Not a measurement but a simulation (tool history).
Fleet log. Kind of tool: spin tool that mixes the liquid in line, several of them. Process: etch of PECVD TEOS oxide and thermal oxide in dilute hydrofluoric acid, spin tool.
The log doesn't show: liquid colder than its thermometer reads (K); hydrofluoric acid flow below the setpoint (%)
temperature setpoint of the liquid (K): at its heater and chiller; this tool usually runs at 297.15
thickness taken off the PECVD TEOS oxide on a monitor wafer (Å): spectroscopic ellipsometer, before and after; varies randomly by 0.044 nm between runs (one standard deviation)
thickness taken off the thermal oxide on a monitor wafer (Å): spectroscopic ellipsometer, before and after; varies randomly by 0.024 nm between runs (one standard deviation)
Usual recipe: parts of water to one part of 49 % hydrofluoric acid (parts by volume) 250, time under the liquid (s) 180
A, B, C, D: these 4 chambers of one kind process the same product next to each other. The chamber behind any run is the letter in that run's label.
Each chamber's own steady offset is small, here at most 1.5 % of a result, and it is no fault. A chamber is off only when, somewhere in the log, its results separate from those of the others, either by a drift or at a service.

run	day	temperature setpoint of the liquid (K)	parts of water to one part of 49 % hydrofluoric acid (parts by volume)	time under the liquid (s)	hours since the thermometer was replaced	hours since the hydrofluoric acid flow meter was replaced	read-back film thickness of the PECVD TEOS oxide reference wafer, read on the same gauge (nm)	read-back film thickness of the thermal oxide reference wafer, read on the same gauge (nm)	thickness taken off the PECVD TEOS oxide on a monitor wafer (Å)	thickness taken off the thermal oxide on a monitor wafer (Å)
1D	0.233	297.15	250	180	1102.5	29.9	39.988	109.99	58.449	27.585
2C	0.479	297.15	250	180	64.6	371.4	40.001	109.99	59.147	27.917
3B	0.692	297.15	250	180	320.2	968.9	39.987	109.98	57.892	28.212
4A	0.867	297.15	250	180	654.4	924.8	40.049	110.01	57.208	27.577
5A	1.025	297.15	250	180	658.2	928.6	40.061	110.00	57.645	27.910
6C	1.296	297.15	250	180	84.2	391.0	40.017	110.00	59.560	27.720
7D	1.529	297.15	250	180	1133.6	61.0	40.018	110.00	58.178	28.275
8B	1.725	297.15	250	180	345.0	993.7	39.991	109.98	56.701	28.165
9D	1.979	297.15	290	180	1144.4	71.8	39.987	110.00	47.983	23.180
10A	2.258	297.15	290	180	687.8	958.2	39.994	109.98	47.132	22.930
11C	2.425	297.15	290	180	111.3	418.1	40.004	109.98	48.871	22.959
12B	2.733	297.15	290	180	369.2	1017.9	39.979	110.01	47.744	23.552
13B	3.050	297.15	250	180	376.8	1025.5	39.990	109.99	57.437	27.769
14D	3.329	297.15	250	180	1176.8	104.2	39.951	110.01	57.643	27.815
15C	3.471	297.15	250	180	136.4	443.2	40.005	109.98	58.342	27.845
16A	3.667	297.15	250	180	721.6	992.0	39.962	110.00	56.736	27.946
17B	3.896	297.15	250	245	397.1	1045.8	40.015	110.00	78.247	37.896
18C	4.208	297.15	250	245	154.1	460.9	40.030	109.98	78.964	37.919
19D	4.383	297.15	250	245	1202.1	129.5	40.045	110.02	79.076	38.565
20A	4.658	297.15	250	245	745.4	1015.8	40.055	109.98	77.938	38.168
21D	4.967	297.15	250	180	1216.1	143.5	39.997	110.01	57.750	27.972
22A	5.142	297.15	250	180	757.0	1027.4	39.991	110.00	56.519	27.860
23C	5.358	297.15	250	180	181.7	488.5	40.040	109.99	58.371	27.960
24B	5.625	297.15	250	180	438.6	1087.3	39.998	110.01	58.247	27.815
25C	5.879	297.15	250	180	194.2	501.0	40.000	109.99	58.103	27.808
26B	6.054	297.15	250	180	448.9	1097.6	40.054	109.97	57.489	28.446
27A	6.325	297.15	250	180	785.4	1055.8	40.052	109.99	57.212	27.909
28D	6.496	297.15	250	180	1252.8	180.2	40.015	110.00	57.171	27.590
29D	6.700	297.15	250	180	1257.7	185.1	40.026	110.01	57.322	28.146
30C	6.908	297.15	250	180	218.9	525.7	40.040	109.97	58.417	27.504
31A	7.092	297.15	250	180	803.8	1074.2	39.970	110.01	56.008	28.184
32B	7.246	293.65	250	180	477.5	1126.2	39.980	110.00	49.961	24.316
33D	7.512	293.65	250	180	1277.2	204.6	40.043	110.00	50.207	24.744
34C	7.758	293.65	250	180	239.3	546.1	40.034	110.01	52.048	24.465
35A	8.029	293.65	250	180	826.3	1096.7	40.029	109.98	49.675	24.131
36B	8.325	295.65	195	180	503.4	1152.1	39.971	109.96	74.058	36.304
37D	8.608	295.65	195	180	1303.5	230.9	40.063	110.01	72.557	35.575
38A	8.817	295.65	195	180	845.2	1115.6	39.995	109.97	73.649	35.703
39B	8.954	295.65	195	180	518.5	1167.2	40.075	109.99	74.017	35.890
40C	9.142	297.15	250	180	272.5	579.3	39.976	110.02	58.860	27.679

Is one chamber out of step, is the gauge drifting, or do the chambers differ by no more than their own small offsets? For an off chamber, give its letter and the likeliest cause.

The fleet is healthy, with each chamber sitting at its usual small offset and no drift in the gauge.
